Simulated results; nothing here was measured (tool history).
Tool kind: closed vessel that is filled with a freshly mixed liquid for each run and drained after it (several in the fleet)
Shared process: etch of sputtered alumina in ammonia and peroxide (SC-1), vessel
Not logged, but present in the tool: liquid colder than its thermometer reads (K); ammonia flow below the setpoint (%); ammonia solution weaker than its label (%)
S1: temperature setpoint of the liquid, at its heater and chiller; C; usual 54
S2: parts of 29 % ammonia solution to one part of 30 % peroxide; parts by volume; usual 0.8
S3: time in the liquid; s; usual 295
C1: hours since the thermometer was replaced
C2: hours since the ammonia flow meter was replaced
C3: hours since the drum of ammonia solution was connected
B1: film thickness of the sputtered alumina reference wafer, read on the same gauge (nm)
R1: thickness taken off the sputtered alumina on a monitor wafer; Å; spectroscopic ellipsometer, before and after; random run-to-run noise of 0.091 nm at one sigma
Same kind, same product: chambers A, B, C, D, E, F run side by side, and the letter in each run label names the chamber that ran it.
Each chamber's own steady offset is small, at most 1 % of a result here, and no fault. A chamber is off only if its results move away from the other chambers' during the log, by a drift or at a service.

{"run": "1D", "hour": 7.5, "S1": 54, "S2": 0.8, "S3": 295, "C1": 1412.5, "C2": 717.5, "C3": 134.2, "B1": 120.02, "R1": 138.32}
{"run": "2F", "hour": 13.6, "S1": 54, "S2": 0.8, "S3": 295, "C1": 412.1, "C2": 474.1, "C3": 193.6, "B1": 119.98, "R1": 139.11}
{"run": "3C", "hour": 18.2, "S1": 54, "S2": 0.8, "S3": 295, "C1": 424.4, "C2": 1505.6, "C3": 670.8, "B1": 119.99, "R1": 139.99}
{"run": "4E", "hour": 22.9, "S1": 54, "S2": 0.8, "S3": 295, "C1": 1466.2, "C2": 523.9, "C3": 353.5, "B1": 119.99, "R1": 140.78}
{"run": "5B", "hour": 28.7, "S1": 54, "S2": 0.8, "S3": 295, "C1": 407.8, "C2": 1405.5, "C3": 259.3, "B1": 120.02, "R1": 139.69}
{"hour": 30.5, "done": "chamber E: new drum of ammonia solution connected"}
{"run": "6A", "hour": 35.0, "S1": 54, "S2": 0.8, "S3": 440, "C1": 1691.5, "C2": 1216.9, "C3": 340.9, "B1": 120.01, "R1": 206.21}
{"run": "7E", "hour": 41.0, "S1": 54, "S2": 0.8, "S3": 440, "C1": 1484.3, "C2": 542, "C3": 10.6, "B1": 120.01, "R1": 208.31}
{"run": "8A", "hour": 47.9, "S1": 54, "S2": 0.8, "S3": 440, "C1": 1704.4, "C2": 1229.8, "C3": 353.8, "B1": 119.99, "R1": 210.2}
{"run": "9D", "hour": 57.8, "S1": 54, "S2": 0.8, "S3": 440, "C1": 1462.8, "C2": 767.8, "C3": 184.5, "B1": 119.97, "R1": 203.98}
{"run": "10F", "hour": 66.7, "S1": 54, "S2": 0.8, "S3": 440, "C1": 465.2, "C2": 527.2, "C3": 246.7, "B1": 119.99, "R1": 207.88}
{"run": "11C", "hour": 74.6, "S1": 54, "S2": 0.8, "S3": 440, "C1": 480.8, "C2": 1562, "C3": 727.2, "B1": 120.02, "R1": 208.99}
{"run": "12B", "hour": 80.7, "S1": 54, "S2": 0.8, "S3": 295, "C1": 459.8, "C2": 1457.5, "C3": 311.3, "B1": 119.99, "R1": 139.59}
{"run": "13F", "hour": 87.9, "S1": 54, "S2": 0.8, "S3": 295, "C1": 486.4, "C2": 548.4, "C3": 267.9, "B1": 119.99, "R1": 138.19}
{"run": "14E", "hour": 95.5, "S1": 54, "S2": 0.8, "S3": 295, "C1": 1538.8, "C2": 596.5, "C3": 65.1, "B1": 119.99, "R1": 139.99}
{"run": "15B", "hour": 102.5, "S1": 49.5, "S2": 0.8, "S3": 125, "C1": 481.6, "C2": 1479.3, "C3": 333.1, "B1": 120, "R1": 46.771}
{"run": "16D", "hour": 112.8, "S1": 49.5, "S2": 0.8, "S3": 125, "C1": 1517.8, "C2": 822.8, "C3": 239.5, "B1": 119.99, "R1": 46.09}
{"run": "17C", "hour": 120.0, "S1": 49.5, "S2": 0.8, "S3": 125, "C1": 526.2, "C2": 1607.4, "C3": 772.6, "B1": 120, "R1": 46.251}
{"run": "18A", "hour": 130.1, "S1": 49.5, "S2": 0.8, "S3": 125, "C1": 1786.6, "C2": 1312, "C3": 436, "B1": 119.98, "R1": 46.32}
{"run": "19E", "hour": 140.1, "S1": 49.5, "S2": 0.8, "S3": 125, "C1": 1583.4, "C2": 641.1, "C3": 109.7, "B1": 120.03, "R1": 46.177}
{"run": "20A", "hour": 147.2, "S1": 49.5, "S2": 0.8, "S3": 125, "C1": 1803.7, "C2": 1329.1, "C3": 453.1, "B1": 120.02, "R1": 46.164}
{"run": "21F", "hour": 156.9, "S1": 54, "S2": 0.5, "S3": 295, "C1": 555.4, "C2": 617.4, "C3": 336.9, "B1": 119.98, "R1": 132.68}
{"run": "22C", "hour": 167.1, "S1": 54, "S2": 0.5, "S3": 295, "C1": 573.3, "C2": 1654.5, "C3": 819.7, "B1": 119.98, "R1": 132.45}
{"run": "23B", "hour": 175.6, "S1": 54, "S2": 0.5, "S3": 295, "C1": 554.7, "C2": 1552.4, "C3": 406.2, "B1": 120, "R1": 132.51}
{"run": "24D", "hour": 180.6, "S1": 54, "S2": 0.5, "S3": 295, "C1": 1585.6, "C2": 890.6, "C3": 307.3, "B1": 120.02, "R1": 131.84}
{"run": "25E", "hour": 188.5, "S1": 54, "S2": 0.5, "S3": 295, "C1": 1631.8, "C2": 689.5, "C3": 158.1, "B1": 119.98, "R1": 134.99}
{"run": "26D", "hour": 194.3, "S1": 54, "S2": 0.5, "S3": 295, "C1": 1599.3, "C2": 904.3, "C3": 321, "B1": 120, "R1": 132.2}
{"hour": 202.2, "done": "chamber F: new drum of ammonia solution connected"}
{"run": "27A", "hour": 202.9, "S1": 54, "S2": 0.8, "S3": 295, "C1": 1859.4, "C2": 1384.8, "C3": 508.8, "B1": 120, "R1": 138.74}
{"run": "28F", "hour": 208.8, "S1": 54, "S2": 0.8, "S3": 295, "C1": 607.3, "C2": 669.3, "C3": 6.6, "B1": 119.99, "R1": 141.11}
{"hour": 214.1, "done": "chamber E: ammonia flow meter replaced"}
{"run": "29C", "hour": 216.2, "S1": 54, "S2": 0.8, "S3": 295, "C1": 622.4, "C2": 1703.6, "C3": 868.8, "B1": 119.97, "R1": 139.17}
{"hour": 216.5, "done": "chamber D: thermometer replaced"}
{"run": "30B", "hour": 224.3, "S1": 54, "S2": 0.8, "S3": 295, "C1": 603.4, "C2": 1601.1, "C3": 454.9, "B1": 119.98, "R1": 139.11}
{"run": "31D", "hour": 231.7, "S1": 60.5, "S2": 0.65, "S3": 295, "C1": 15.3, "C2": 941.7, "C3": 358.4, "B1": 119.99, "R1": 191.1}
{"run": "32A", "hour": 238.4, "S1": 60.5, "S2": 0.65, "S3": 295, "C1": 1894.9, "C2": 1420.3, "C3": 544.3, "B1": 120.05, "R1": 190.78}
{"run": "33E", "hour": 245.9, "S1": 60.5, "S2": 0.65, "S3": 295, "C1": 1689.2, "C2": 31.9, "C3": 215.5, "B1": 120, "R1": 195.21}
{"run": "34F", "hour": 252.7, "S1": 60.5, "S2": 0.65, "S3": 295, "C1": 651.2, "C2": 713.2, "C3": 50.5, "B1": 120.03, "R1": 192.78}
{"run": "35C", "hour": 257.7, "S1": 60.5, "S2": 0.65, "S3": 295, "C1": 663.9, "C2": 1745.1, "C3": 910.3, "B1": 119.97, "R1": 193.03}
{"run": "36B", "hour": 264.5, "S1": 60.5, "S2": 0.65, "S3": 295, "C1": 643.6, "C2": 1641.3, "C3": 495.1, "B1": 120, "R1": 186.85}
{"hour": 269.8, "done": "chamber B: ammonia flow meter replaced"}
{"run": "37A", "hour": 271.5, "S1": 54, "S2": 0.8, "S3": 295, "C1": 1928, "C2": 1453.4, "C3": 577.4, "B1": 120, "R1": 138.65}
{"hour": 274.4, "done": "chamber C: new drum of ammonia solution connected"}
{"run": "38F", "hour": 280.2, "S1": 54, "S2": 0.8, "S3": 295, "C1": 678.7, "C2": 740.7, "C3": 78, "B1": 120.01, "R1": 139.63}
{"run": "39B", "hour": 286.5, "S1": 54, "S2": 1.1, "S3": 245, "C1": 665.6, "C2": 16.7, "C3": 517.1, "B1": 119.96, "R1": 114.88}
{"run": "40C", "hour": 293.6, "S1": 54, "S2": 1.1, "S3": 245, "C1": 699.8, "C2": 1781, "C3": 19.2, "B1": 119.98, "R1": 120.73}
{"run": "41D", "hour": 301.9, "S1": 54, "S2": 1.1, "S3": 245, "C1": 85.5, "C2": 1011.9, "C3": 428.6, "B1": 120.01, "R1": 119.06}
{"run": "42E", "hour": 310.1, "S1": 54, "S2": 1.1, "S3": 245, "C1": 1753.4, "C2": 96.1, "C3": 279.7, "B1": 119.97, "R1": 118.76}

Does one chamber stand apart from the rest, does the shared gauge drift, or is all well apart from small per-chamber offsets? Give the chamber and the most likely cause, where there is one.

Chamber B drifts away from the others.
What lies behind it: liquid colder than its thermometer reads (K) = 0.753.

Chamber B could run next with any of the 4 candidate recipes listed below; each alters the usual settings, and their results appear as question marks. Which one brings its results back in line with what the other chambers deliver on the usual settings?
Maximum distance from the other chambers' mean on the usual settings for a result to count as in line: R1 3.2 Å
{"run": "43B-1", "hour": 317.5, "S1": 54.5, "S2": 0.8, "S3": 300, "R1": "?"}
{"run": "43B-2", "hour": 317.5, "S1": 54, "S2": 0.8, "S3": 320, "R1": "?"}
{"run": "43B-3", "hour": 317.5, "S1": 52.5, "S2": 0.8, "S3": 295, "R1": "?"}
{"run": "43B-4", "hour": 317.5, "S1": 53.5, "S2": 0.8, "S3": 290, "R1": "?"}

Mean of the other chambers on the usual settings: R1 139.72 Å
run=43B-1 R1=140.86
run=43B-2 R1=146.35
run=43B-3 R1=124.55
run=43B-4 R1=129.11
43B-1 puts the chamber back in line with the other chambers.

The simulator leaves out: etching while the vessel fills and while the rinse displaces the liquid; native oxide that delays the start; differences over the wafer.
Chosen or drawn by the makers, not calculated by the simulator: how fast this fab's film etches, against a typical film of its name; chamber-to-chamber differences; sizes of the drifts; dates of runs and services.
